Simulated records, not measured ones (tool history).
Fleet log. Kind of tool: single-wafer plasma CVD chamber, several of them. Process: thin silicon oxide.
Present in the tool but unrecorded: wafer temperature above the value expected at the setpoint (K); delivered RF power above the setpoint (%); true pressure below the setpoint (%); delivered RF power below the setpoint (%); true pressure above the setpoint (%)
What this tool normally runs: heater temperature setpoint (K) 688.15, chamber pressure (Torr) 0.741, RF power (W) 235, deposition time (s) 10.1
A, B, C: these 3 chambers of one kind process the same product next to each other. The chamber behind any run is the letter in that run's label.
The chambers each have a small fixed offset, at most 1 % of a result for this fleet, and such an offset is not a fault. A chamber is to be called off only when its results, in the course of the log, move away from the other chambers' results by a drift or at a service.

run,hour,heater temperature setpoint (K),chamber pressure (Torr),RF power (W),deposition time (s),hours since the last thermocouple change,hours since the last RF generator calibration,hours since the last manometer calibration,"read-back reference wafer on the same gauge, thickness_nm",mean film thickness on the monitor wafer (nm)
1B,7.3,688.15,0.741,235,10.1,531.8,2008.6,1895.4,17.698,15.334
# hour 8.8: chamber C: thermocouple changed; heater temperature recalibrated
2A,11.0,688.15,0.741,235,10.1,1937.7,55.5,175.8,17.695,15.388
3C,17.4,688.15,0.741,235,10.1,8.7,559.0,2222.0,17.713,15.183
4C,21.6,688.15,0.741,235,10.1,12.9,563.2,2226.2,17.698,15.182
5A,30.1,688.15,0.741,235,10.1,1956.8,74.6,194.9,17.699,15.317
6B,35.4,688.15,0.741,235,10.1,559.9,2036.7,1923.5,17.709,15.312
7C,40.8,688.15,0.741,235,10.1,32.1,582.4,2245.4,17.691,15.253
8B,49.1,688.15,0.741,235,10.1,573.6,2050.4,1937.2,17.698,15.240
9A,53.1,688.15,0.741,235,10.1,1979.8,97.6,217.9,17.703,15.385
10C,59.8,688.15,0.741,235,10.1,51.1,601.4,2264.4,17.709,15.204
11B,67.3,688.15,0.741,235,10.1,591.8,2068.6,1955.4,17.696,15.320
12A,72.1,688.15,0.741,235,10.1,1998.8,116.6,236.9,17.697,15.343
13C,78.1,688.15,0.741,235,10.1,69.4,619.7,2282.7,17.704,15.191
14B,83.0,688.15,0.741,235,10.1,607.5,2084.3,1971.1,17.692,15.291
15A,89.0,688.15,0.803,235,10.1,2015.7,133.5,253.8,17.703,16.617
16A,96.5,688.15,0.803,235,10.1,2023.2,141.0,261.3,17.698,16.574
17C,104.6,688.15,0.803,235,10.1,95.9,646.2,2309.2,17.706,16.316
18B,112.1,688.15,0.741,235,10.1,636.6,2113.4,2000.2,17.687,15.273
19A,117.8,688.15,0.741,235,10.1,2044.5,162.3,282.6,17.706,15.458
20C,122.4,688.15,0.741,235,10.1,113.7,664.0,2327.0,17.694,15.089
21B,130.4,688.15,0.741,235,10.1,654.9,2131.7,2018.5,17.701,15.246
22A,135.0,688.15,0.741,235,10.1,2061.7,179.5,299.8,17.708,15.411
23C,142.8,688.15,0.741,235,10.1,134.1,684.4,2347.4,17.703,15.081
24B,150.9,688.15,0.741,235,10.1,675.4,2152.2,2039.0,17.703,15.269
25C,157.6,688.15,0.741,235,10.1,148.9,699.2,2362.2,17.699,15.067
26B,162.5,688.15,0.741,200,10.1,687.0,2163.8,2050.6,17.705,14.166
27A,170.8,688.15,0.741,200,10.1,2097.5,215.3,335.6,17.712,14.251
28A,178.5,688.15,0.741,200,10.1,2105.2,223.0,343.3,17.699,14.239
# hour 181.0: chamber C: capacitance manometer re-zeroed and calibrated
29B,182.3,688.15,0.616,235,10.1,706.8,2183.6,2070.4,17.709,12.551
30C,188.8,688.15,0.616,235,10.1,180.1,730.4,7.8,17.704,12.428
31B,196.7,688.15,0.616,235,10.1,721.2,2198.0,2084.8,17.701,12.573
32C,201.7,688.15,0.741,235,10.1,193.0,743.3,20.7,17.699,15.034
33A,206.3,683.15,0.741,235,10.1,2133.0,250.8,371.1,17.693,15.402
34B,212.8,683.15,0.741,235,10.1,737.3,2214.1,2100.9,17.693,15.396
35C,221.1,683.15,0.741,235,10.1,212.4,762.7,40.1,17.711,15.074
36A,224.8,688.15,0.741,235,10.1,2151.5,269.3,389.6,17.703,15.381
37B,232.2,688.15,0.741,235,10.1,756.7,2233.5,2120.3,17.697,15.313
38A,236.9,688.15,0.839,210,10.1,2163.6,281.4,401.7,17.702,16.469

Does one chamber stand apart from the rest, does the shared gauge drift, or is all well apart from small per-chamber offsets? Give the chamber and the most likely cause, where there is one.

Chamber C drifts away from the others.
Likeliest cause: delivered RF power below the setpoint (%) = 2.97.

Chamber C could run next with any of the 4 candidate recipes listed below; each alters the usual settings, and their results appear as question marks. Which one brings its results back in line with what the other chambers deliver on the usual settings?
In-line tolerance around the mean of the other chambers on the usual settings: mean film thickness on the monitor wafer (nm) 0.130
39C-1,242.9,688.15,0.758,235,10.1,,,,,?
39C-2,242.9,688.15,0.741,235,10.0,,,,,?
39C-3,242.9,688.15,0.726,235,10.1,,,,,?
39C-4,242.9,688.15,0.741,235,10.2,,,,,?

Other chambers, usual settings, mean: mean film thickness on the monitor wafer (nm) 15.330
run,mean film thickness on the monitor wafer (nm)
39C-1,15.326
39C-2,14.839
39C-3,14.678
39C-4,15.135
The right change is 39C-1: it brings the chamber back within the allowed miss of the others.
